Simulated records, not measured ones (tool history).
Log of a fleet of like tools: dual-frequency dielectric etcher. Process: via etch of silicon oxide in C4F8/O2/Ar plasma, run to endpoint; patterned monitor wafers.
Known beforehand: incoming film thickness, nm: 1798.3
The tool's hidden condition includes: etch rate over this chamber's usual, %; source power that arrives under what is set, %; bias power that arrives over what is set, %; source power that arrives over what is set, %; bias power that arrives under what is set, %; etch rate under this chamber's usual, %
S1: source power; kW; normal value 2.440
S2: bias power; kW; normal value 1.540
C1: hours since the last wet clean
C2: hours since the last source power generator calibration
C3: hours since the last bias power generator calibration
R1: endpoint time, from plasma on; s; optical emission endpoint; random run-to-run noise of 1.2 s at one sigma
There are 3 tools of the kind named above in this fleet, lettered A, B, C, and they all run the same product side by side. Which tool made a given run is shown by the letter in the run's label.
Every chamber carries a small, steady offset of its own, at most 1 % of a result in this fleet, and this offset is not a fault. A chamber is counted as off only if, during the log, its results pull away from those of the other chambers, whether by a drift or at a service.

run 1A day=0.196 | S1=2.440 S2=1.540 | C1=89.4 C2=1506.7 C3=2050.9 | R1=353.12
run 2C day=0.429 | S1=2.440 S2=1.540 | C1=287.0 C2=1047.6 C3=955.2 | R1=352.30
run 3B day=0.600 | S1=2.440 S2=1.540 | C1=350.2 C2=252.4 C3=1269.0 | R1=350.98
run 4A day=0.742 | S1=2.440 S2=1.540 | C1=102.5 C2=1519.8 C3=2064.0 | R1=355.01
run 5C day=0.962 | S1=2.440 S2=1.540 | C1=299.8 C2=1060.4 C3=968.0 | R1=350.94
run 6B day=1.146 | S1=2.440 S2=1.540 | C1=363.3 C2=265.5 C3=1282.1 | R1=349.69
-- day=1.196 chamber B: wet clean of the chamber
run 7B day=1.288 | S1=2.440 S2=1.540 | C1=2.2 C2=268.9 C3=1285.5 | R1=349.76
run 8A day=1.525 | S1=2.440 S2=1.540 | C1=121.3 C2=1538.6 C3=2082.8 | R1=355.55
run 9C day=1.829 | S1=2.440 S2=1.540 | C1=320.6 C2=1081.2 C3=988.8 | R1=355.30
run 10C day=2.096 | S1=2.440 S2=1.540 | C1=327.0 C2=1087.6 C3=995.2 | R1=354.34
run 11B day=2.254 | S1=2.440 S2=1.540 | C1=25.4 C2=292.1 C3=1308.7 | R1=349.33
run 12A day=2.538 | S1=2.440 S2=1.540 | C1=145.6 C2=1562.9 C3=2107.1 | R1=354.64
run 13B day=2.721 | S1=2.440 S2=1.540 | C1=36.6 C2=303.3 C3=1319.9 | R1=348.13
run 14A day=2.975 | S1=2.440 S2=1.540 | C1=156.1 C2=1573.4 C3=2117.6 | R1=355.15
run 15C day=3.204 | S1=2.440 S2=1.540 | C1=353.6 C2=1114.2 C3=1021.8 | R1=359.28
run 16A day=3.421 | S1=2.980 S2=1.540 | C1=166.8 C2=1584.1 C3=2128.3 | R1=327.33
run 17B day=3.671 | S1=2.980 S2=1.540 | C1=59.4 C2=326.1 C3=1342.7 | R1=320.64
run 18C day=3.875 | S1=2.980 S2=1.540 | C1=369.7 C2=1130.3 C3=1037.9 | R1=331.11
run 19C day=4.050 | S1=2.440 S2=1.540 | C1=373.9 C2=1134.5 C3=1042.1 | R1=358.32
run 20A day=4.358 | S1=2.440 S2=1.540 | C1=189.3 C2=1606.6 C3=2150.8 | R1=356.94
run 21B day=4.642 | S1=2.440 S2=1.540 | C1=82.7 C2=349.4 C3=1366.0 | R1=350.31
run 22B day=4.954 | S1=1.900 S2=1.846 | C1=90.2 C2=356.9 C3=1373.5 | R1=369.10
run 23A day=5.183 | S1=1.900 S2=1.846 | C1=209.1 C2=1626.4 C3=2170.6 | R1=375.80
run 24C day=5.425 | S1=1.900 S2=1.846 | C1=406.9 C2=1167.5 C3=1075.1 | R1=380.16
run 25C day=5.658 | S1=2.440 S2=1.540 | C1=412.5 C2=1173.1 C3=1080.7 | R1=362.21
run 26B day=5.829 | S1=2.870 S2=1.736 | C1=111.2 C2=377.9 C3=1394.5 | R1=316.21
run 27A day=5.992 | S1=2.870 S2=1.736 | C1=228.5 C2=1645.8 C3=2190.0 | R1=322.10
run 28A day=6.292 | S1=2.870 S2=1.736 | C1=235.7 C2=1653.0 C3=2197.2 | R1=321.87

Has any chamber moved away from the others, gradually or after a service, or does the common gauge drift, or do the chambers differ only by their own small steady offsets? State the chamber and the most likely cause if one applies.

One chamber, C, drifts off from the rest bit by bit.
Most likely cause: etch rate under this chamber's usual, % = 3.25.

Chamber C could run next with any of the 4 candidate recipes listed below; each alters the usual settings, and their results appear as question marks. Which one brings its results back in line with what the other chambers deliver on the usual settings?
Counts as in line when no further than this from what the other chambers average on the usual settings: R1 4.00 s
run 29C-1 day=6.521 | S1=2.050 S2=1.540 | R1=?
run 29C-2 day=6.521 | S1=2.590 S2=1.600 | R1=?
run 29C-3 day=6.521 | S1=2.230 S2=1.540 | R1=?
run 29C-4 day=6.521 | S1=2.740 S2=1.665 | R1=?

The other chambers' mean on the usual settings: R1 352.44 s
run=29C-1 R1=392.45
run=29C-2 R1=353.17
run=29C-3 R1=379.23
run=29C-4 R1=341.52
29C-2 is the one that brings the chamber's results back in line with the other chambers.

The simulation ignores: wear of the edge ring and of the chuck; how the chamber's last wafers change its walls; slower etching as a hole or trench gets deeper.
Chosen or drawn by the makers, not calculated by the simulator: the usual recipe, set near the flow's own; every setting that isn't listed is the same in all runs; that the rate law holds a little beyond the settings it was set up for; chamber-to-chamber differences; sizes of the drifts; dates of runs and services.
